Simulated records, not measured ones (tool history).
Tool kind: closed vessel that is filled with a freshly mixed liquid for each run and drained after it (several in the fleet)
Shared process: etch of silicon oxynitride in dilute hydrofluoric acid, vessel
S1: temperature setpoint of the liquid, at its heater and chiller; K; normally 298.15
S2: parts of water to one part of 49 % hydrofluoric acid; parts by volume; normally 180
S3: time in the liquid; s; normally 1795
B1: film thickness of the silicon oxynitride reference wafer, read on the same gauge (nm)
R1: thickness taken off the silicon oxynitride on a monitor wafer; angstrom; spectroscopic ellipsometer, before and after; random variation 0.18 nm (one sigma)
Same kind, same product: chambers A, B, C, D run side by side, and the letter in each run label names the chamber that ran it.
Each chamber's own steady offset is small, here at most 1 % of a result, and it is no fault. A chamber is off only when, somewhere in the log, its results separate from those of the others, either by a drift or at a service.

run	hour	S1	S2	S3	B1	R1
1A	13.1	298.15	180	1795	39.994	187.530
2D	26.1	298.15	180	1795	40.008	182.980
3B	34.0	298.15	180	1795	39.946	189.270
4C	41.0	298.15	180	1795	40.022	182.340
5D	47.6	298.15	180	1795	39.999	185.330
6A	55.4	294.15	180	920	39.997	80.071
7B	67.0	294.15	180	920	39.954	80.084
8C	77.3	294.15	180	920	39.972	78.736
9C	87.6	294.15	180	920	40.062	79.717
10B	100.2	298.15	180	1795	40.029	185.860
# hour 102.9: chamber D: hydrofluoric acid flow meter replaced
11D	113.9	298.15	180	1795	39.974	186.710
12A	125.3	298.15	180	1795	39.975	186.150
13C	137.9	298.15	105	2790	40.013	522.900
14A	149.6	298.15	105	2790	40.013	552.300
15B	161.2	298.15	105	2790	39.970	528.610
16D	171.6	298.15	105	2790	40.006	531.090
17C	185.1	302.65	180	2210	40.079	275.450
18B	193.3	302.65	180	2210	39.964	281.330
19A	200.4	302.65	180	2210	40.019	279.890
# hour 206.2: chamber C: hydrofluoric acid flow meter replaced
20D	209.6	302.65	180	2210	39.959	276.930
21A	222.9	298.15	125	2690	39.990	428.910
22B	232.0	298.15	125	2690	39.996	421.820
23D	241.3	298.15	125	2690	39.964	407.620
24C	249.2	298.15	125	2690	39.973	414.340
25A	263.2	298.15	180	1795	40.006	189.180
26D	276.7	298.15	180	1795	39.979	179.020
27C	286.4	298.15	180	1795	40.009	183.970
28B	298.2	298.15	180	1795	39.974	188.130
29A	312.3	298.15	180	1795	40.041	187.070
30B	321.3	298.15	180	1795	40.001	188.550
31D	334.7	298.15	180	1795	39.987	177.990
32C	344.6	298.15	265	1795	39.997	119.790
33B	355.9	298.15	265	1795	40.016	120.730
34D	362.2	298.15	265	1795	40.011	111.930
35A	371.3	298.15	265	1795	40.024	121.220
36C	382.1	298.15	225	1795	40.000	145.080
37B	395.0	298.15	225	1795	40.014	144.110
38D	408.0	298.15	225	1795	40.035	134.530
39A	419.3	298.15	225	1795	40.028	144.420
40C	430.5	298.15	180	1795	39.998	188.060
41B	442.4	298.15	180	1795	39.978	187.690
42A	450.9	298.15	180	1795	40.002	187.900

Decide between three cases: one chamber stands off from its peers, the gauge reading all wafers drifts, or nothing is wrong past each chamber's small offset. Where a chamber is off, say which and what most likely put it there.

Chamber D drifts away from the others.
Likeliest cause: liquid colder than its thermometer reads (K) = 1.84.
It could be hard to tell apart here from: hydrofluoric acid flow below the setpoint (%).

Chamber D could run next with any of the 4 candidate recipes listed below; each alters the usual settings, and their results appear as question marks. Which one brings its results back in line with what the other chambers deliver on the usual settings?
Maximum distance from the other chambers' mean on the usual settings for a result to count as in line: R1 6.300 angstrom
43D-1	461.2	298.15	175	1885		?
43D-2	461.2	298.15	185	1715		?
43D-3	461.2	298.15	165	1965		?
43D-4	461.2	298.15	210	1795		?

Usual-settings mean across the other chambers: R1 187.330 angstrom
run	R1
43D-1	185.010
43D-2	157.900
43D-3	206.310
43D-4	142.670
43D-1 is the one that brings the chamber's results back in line with the other chambers.

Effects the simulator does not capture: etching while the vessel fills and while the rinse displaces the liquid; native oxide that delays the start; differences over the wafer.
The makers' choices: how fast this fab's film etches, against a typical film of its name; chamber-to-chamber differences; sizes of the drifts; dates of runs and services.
